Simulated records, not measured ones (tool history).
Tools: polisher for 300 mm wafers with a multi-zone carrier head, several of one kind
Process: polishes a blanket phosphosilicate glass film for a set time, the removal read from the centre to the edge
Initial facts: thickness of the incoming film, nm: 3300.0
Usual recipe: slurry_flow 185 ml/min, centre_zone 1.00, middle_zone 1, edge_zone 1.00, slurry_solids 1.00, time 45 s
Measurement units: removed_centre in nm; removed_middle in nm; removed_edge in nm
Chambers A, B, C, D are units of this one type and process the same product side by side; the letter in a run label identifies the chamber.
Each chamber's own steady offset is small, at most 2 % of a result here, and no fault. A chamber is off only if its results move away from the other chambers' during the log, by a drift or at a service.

run   hour  slurry_flow  centre_zone  middle_zone  edge_zone  slurry_solids  time  wafers polished on this pad  hours since the slurry nozzle was cleaned  hours since the centre zone pressure was calibrated  hours since the edge zone pressure was calibrated  removed_centre  removed_middle  removed_edge
       3.6  -- chamber B: worn pad replaced by a new one
 1A    5.6          185         1.00            1       1.00           1.00    45                          122                                      333.8                                                382.7                                              351.3          287.45          275.81        275.85
       8.5  -- chamber C: worn pad replaced by a new one
 2B   11.0          185         1.00            1       1.00           1.00    45                           85                                      215.8                                                150.8                                              187.3          279.78          282.48        283.67
 3D   18.5          185         1.00            1       1.00           1.00    45                         1162                                       47.9                                                426.1                                              593.7          284.27          281.53        285.27
 4C   23.7          185         1.00            1       1.00           1.00    45                          176                                      256.5                                                392.6                                              112.2          276.37          278.53        279.67
 5B   30.9          185         1.00            1       1.00           1.00    45                          315                                      235.7                                                170.7                                              207.2          279.69          292.69        281.93
 6D   36.5          185         1.00            1       1.11           1.15    45                         1370                                       65.9                                                444.1                                              611.7          297.87          300.97        315.52
 7A   41.0          185         1.00            1       1.11           1.15    45                          532                                      369.2                                                418.1                                              386.7          299.85          299.11        314.41
 8C   47.7          185         1.00            1       1.11           1.15    45                          454                                      280.5                                                416.6                                              136.2          300.59          296.89        315.02
 9C   52.4          185         1.00            1       1.11           1.15    45                          508                                      285.2                                                421.3                                              140.9          295.03          295.52        311.45
10B   56.6          165         0.91            1       1.00           1.00    45                          613                                      261.4                                                196.4                                              232.9          253.76          278.61        282.30
      61.9  -- chamber D: worn pad replaced by a new one
11D   64.3          165         0.91            1       1.00           1.00    45                           27                                       93.7                                                471.9                                              639.5          251.20          278.01        282.65
      70.7  -- chamber D: edge zone pressure recalibrated
12A   73.5          165         0.91            1       1.00           1.00    45                          907                                      401.7                                                450.6                                              419.2          252.75          274.33        265.96
13B   82.9          165         0.91            1       1.00           1.00    45                          917                                      287.7                                                222.7                                              259.2          249.48          272.99        267.34
      83.6  -- chamber C: worn pad replaced by a new one
14D   88.0          185         1.00            1       1.00           1.00    45                          301                                      117.4                                                495.6                                               17.3          283.62          287.52        277.66
      96.1  -- chamber B: worn pad replaced by a new one
15A   96.2          185         1.00            1       1.00           1.00    45                         1170                                      424.4                                                473.3                                              441.9          290.11          281.31        279.74
      96.3  -- chamber A: worn pad replaced by a new one
16C  101.7          185         1.00            1       1.00           1.00    45                          210                                      334.5                                                470.6                                              190.2          287.59          283.31        274.21
17B  107.6          185         1.00            1       1.00           1.00    45                          133                                      312.4                                                247.4                                              283.9          287.22          281.70        277.15
18A  112.7          185         1.00            1       1.00           1.00    45                          190                                      440.9                                                489.8                                              458.4          283.30          279.67        274.21
19C  118.5          185         0.89            1       1.00           1.00    45                          404                                      351.3                                                487.4                                              207.0          260.33          279.82        271.23
20D  127.6          185         0.89            1       1.00           1.00    45                          759                                      157.0                                                535.2                                               56.9          249.88          280.34        275.78
21C  135.7          185         0.89            1       1.00           1.00    45                          603                                      368.5                                                504.6                                              224.2          253.47          278.56        280.55
     136.7  -- chamber A: slurry nozzle cleaned
22A  141.4          185         0.89            1       1.00           1.00    45                          521                                        4.7                                                518.5                                              487.1          250.10          290.36        277.64
23B  148.2          185         1.00            1       1.00           1.00    45                          602                                      353.0                                                288.0                                              324.5          274.86          281.24        281.12
     148.3  -- chamber B: slurry nozzle cleaned
24D  157.6          185         1.00            1       1.00           1.00    45                         1106                                      187.0                                                565.2                                               86.9          285.22          284.18        278.86
25D  162.2          185         1.00            1       1.00           1.00    45                         1159                                      191.6                                                569.8                                               91.5          283.88          281.90        287.96
     164.0  -- chamber C: worn pad replaced by a new one
26B  167.7          185         1.00            1       1.00           1.00    45                          828                                       19.4                                                307.5                                              344.0          283.29          283.49        283.14
27A  172.4          185         1.00            1       1.00           1.00    45                          880                                       35.7                                                549.5                                              518.1          284.57          286.50        275.82
     177.1  -- chamber D: worn pad replaced by a new one
28C  181.0          185         1.00            1       1.00           1.00    45                          197                                      413.8                                                549.9                                              269.5          307.79          284.55        274.67
     187.4  -- chamber A: worn pad replaced by a new one
29D  189.1          185         1.00            1       1.00           1.00    45                          138                                      218.5                                                596.7                                              118.4          285.85          286.59        282.96
30A  195.0          185         1.00            1       1.00           1.00    45                           88                                       58.3                                                572.1                                              540.7          281.44          281.54        275.64
31C  202.4          185         0.94            1       1.00           1.00    40                          444                                      435.2                                                571.3                                              290.9          255.52          252.52        245.66

One chamber off, gauge drift, or nothing amiss beyond the chambers' own small offsets? If it is a chamber, which one, and what is the likeliest cause?

Chamber C drifts away from the others.
Cause: centre zone's pressure above its setpoint, % = 10.8.

Below are 4 candidate recipes for chamber C's next run, each the usual settings with a change, their results shown as question marks. Which of them brings C's results back in line with what the other chambers give on the usual settings?
In line here means within this much of the mean the other chambers give on the usual settings: removed_centre 9.90 nm; removed_middle 14.00 nm; removed_edge 14.00 nm
32C-1  209.2          195         1.16         0.97       0.94           1.00    46                                                                                                                                                                                               ?               ?             ?
32C-2  209.2          180         0.92         1.02       1.03           1.00    45                                                                                                                                                                                               ?               ?             ?
32C-3  209.2          190         1.08         0.98       0.97           1.00    45                                                                                                                                                                                               ?               ?             ?
32C-4  209.2          175         0.85         1.04       1.05           1.00    45                                                                                                                                                                                               ?               ?             ?

On the usual settings, the other chambers give on average: removed_centre 283.81 nm; removed_middle 282.48 nm; removed_edge 279.62 nm
  run  removed_centre  removed_middle  removed_edge
32C-1          377.48          278.34        277.53
32C-2          283.91          282.16        282.19
32C-3          340.63          273.94        275.16
32C-4          259.15          286.10        284.11
32C-2 puts the chamber back in line with the other chambers.
